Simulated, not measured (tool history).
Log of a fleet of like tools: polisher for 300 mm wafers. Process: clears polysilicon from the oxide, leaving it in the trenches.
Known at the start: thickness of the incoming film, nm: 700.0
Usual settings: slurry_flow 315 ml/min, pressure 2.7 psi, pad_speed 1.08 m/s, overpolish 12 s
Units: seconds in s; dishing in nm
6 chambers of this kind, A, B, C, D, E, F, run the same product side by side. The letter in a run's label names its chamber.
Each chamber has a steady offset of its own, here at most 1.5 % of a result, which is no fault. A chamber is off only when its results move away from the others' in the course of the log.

Run 1B, day 0.154: usual settings. Result: seconds 53.274 s, dishing 39.767 nm.
Run 2E, day 0.412: usual settings. Result: seconds 51.621 s, dishing 39.587 nm.
At day 0.542: chamber F: worn pad replaced by a new one.
Run 3C, day 0.654: usual settings. Result: seconds 51.731 s, dishing 39.273 nm.
At day 0.812: chamber C: worn pad replaced by a new one.
Run 4D, day 0.871: usual settings. Result: seconds 52.398 s, dishing 39.631 nm.
At day 0.883: chamber B: head pressure recalibrated.
Run 5F, day 1.046: usual settings. Result: seconds 51.413 s, dishing 38.955 nm.
Run 6A, day 1.292: usual settings but pad_speed 0.9 m/s. Result: seconds 63.442 s, dishing 38.632 nm.
At day 1.521: chamber B: worn pad replaced by a new one.
Run 7E, day 1.525: usual settings but pad_speed 0.9 m/s. Result: seconds 62.748 s, dishing 38.806 nm.
Run 8A, day 1.738: usual settings but pad_speed 0.9 m/s. Result: seconds 62.489 s, dishing 36.947 nm.
At day 1.908: chamber D: worn pad replaced by a new one.
Run 9B, day 1.929: usual settings but pad_speed 0.9 m/s. Result: seconds 60.781 s, dishing 38.827 nm.
Run 10C, day 2.129: usual settings but pad_speed 0.9 m/s. Result: seconds 61.757 s, dishing 38.353 nm.
Run 11F, day 2.354: usual settings but pad_speed 0.9 m/s. Result: seconds 61.605 s, dishing 38.654 nm.
At day 2.392: chamber A: worn pad replaced by a new one.
Run 12D, day 2.592: usual settings. Result: seconds 51.702 s, dishing 38.629 nm.
At day 2.712: chamber E: worn pad replaced by a new one.
Run 13E, day 2.712: usual settings. Result: seconds 50.806 s, dishing 38.984 nm.
Run 14F, day 2.854: usual settings but pad_speed 1.26 m/s, overpolish 6 s. Result: seconds 44.621 s, dishing 35.247 nm.
At day 2.879: chamber F: worn pad replaced by a new one.
Run 15B, day 3.117: usual settings but pad_speed 1.26 m/s, overpolish 6 s. Result: seconds 43.834 s, dishing 36.576 nm.
Run 16C, day 3.25: usual settings but pad_speed 1.26 m/s, overpolish 6 s. Result: seconds 44.013 s, dishing 37.261 nm.
Run 17A, day 3.45: usual settings but pad_speed 1.26 m/s, overpolish 6 s. Result: seconds 46.087 s, dishing 36.592 nm.
Run 18D, day 3.679: usual settings but pad_speed 1.26 m/s, overpolish 6 s. Result: seconds 44.489 s, dishing 35.862 nm.
At day 3.871: chamber C: worn pad replaced by a new one.
Run 19B, day 3.921: usual settings but pad_speed 1.26 m/s, overpolish 6 s. Result: seconds 44.112 s, dishing 35.962 nm.
Run 20D, day 4.079: usual settings. Result: seconds 52.362 s, dishing 39.524 nm.
At day 4.275: chamber D: worn pad replaced by a new one.
Run 21E, day 4.329: usual settings. Result: seconds 51.418 s, dishing 39.6 nm.
Run 22F, day 4.6: usual settings. Result: seconds 51.749 s, dishing 38.841 nm.
At day 4.767: chamber A: head pressure recalibrated.
Run 23A, day 4.871: usual settings. Result: seconds 51.763 s, dishing 39.799 nm.
Run 24C, day 5.004: usual settings. Result: seconds 51.532 s, dishing 40.251 nm.
At day 5.2: chamber F: worn pad replaced by a new one.
Run 25A, day 5.258: usual settings. Result: seconds 52.113 s, dishing 39.941 nm.
Run 26E, day 5.492: usual settings. Result: seconds 52.042 s, dishing 40.004 nm.
Run 27B, day 5.742: usual settings but slurry_flow 420 ml/min. Result: seconds 51.215 s, dishing 40.047 nm.
At day 5.9: chamber B: worn pad replaced by a new one.
Run 28D, day 6.012: usual settings but slurry_flow 420 ml/min. Result: seconds 51.328 s, dishing 39.876 nm.
Run 29C, day 6.179: usual settings but slurry_flow 420 ml/min. Result: seconds 51.48 s, dishing 38.813 nm.
At day 6.275: chamber E: worn pad replaced by a new one.
Run 30F, day 6.45: usual settings but slurry_flow 420 ml/min. Result: seconds 49.567 s, dishing 38.734 nm.
Run 31E, day 6.671: usual settings but slurry_flow 420 ml/min. Result: seconds 50.48 s, dishing 39.486 nm.
At day 6.821: chamber D: worn pad replaced by a new one.
Run 32D, day 6.929: usual settings but slurry_flow 420 ml/min. Result: seconds 51.661 s, dishing 39.732 nm.
At day 7.067: chamber F: worn pad replaced by a new one.
Run 33F, day 7.071: usual settings. Result: seconds 50.779 s, dishing 40.307 nm.
At day 7.142: chamber A: worn pad replaced by a new one.
At day 7.188: chamber C: worn pad replaced by a new one.
Run 34B, day 7.254: usual settings but pad_speed 0.84 m/s, overpolish 7 s. Result: seconds 64.875 s, dishing 33.635 nm.
At day 7.454: chamber A: slurry nozzle cleaned.
Run 35A, day 7.462: usual settings but pad_speed 0.84 m/s, overpolish 7 s. Result: seconds 67.045 s, dishing 33.727 nm.
Run 36C, day 7.725: usual settings but pad_speed 0.84 m/s, overpolish 7 s. Result: seconds 66.547 s, dishing 33.595 nm.
Run 37B, day 7.892: usual settings but pad_speed 0.84 m/s, overpolish 7 s. Result: seconds 65.326 s, dishing 34.252 nm.
Run 38A, day 8.158: usual settings but pad_speed 0.84 m/s, overpolish 7 s. Result: seconds 66.593 s, dishing 32.201 nm.
Run 39F, day 8.35: usual settings but pad_speed 0.84 m/s, overpolish 7 s. Result: seconds 65.116 s, dishing 33.09 nm.

All 6 chambers run these settings next. Forecast each chamber's results:
Run 40A, day 8.546: usual settings. Result: seconds ?, dishing ?.
Run 40B, day 8.546: usual settings. Result: seconds ?, dishing ?.
Run 40C, day 8.546: usual settings. Result: seconds ?, dishing ?.
Run 40D, day 8.546: usual settings. Result: seconds ?, dishing ?.
Run 40E, day 8.546: usual settings. Result: seconds ?, dishing ?.
Run 40F, day 8.546: usual settings. Result: seconds ?, dishing ?.

run  seconds  dishing
40A   51.169   40.826
40B   52.109   39.913
40C   52.333   40.605
40D    50.83   37.692
40E   52.603   39.559
40F   50.139   39.972
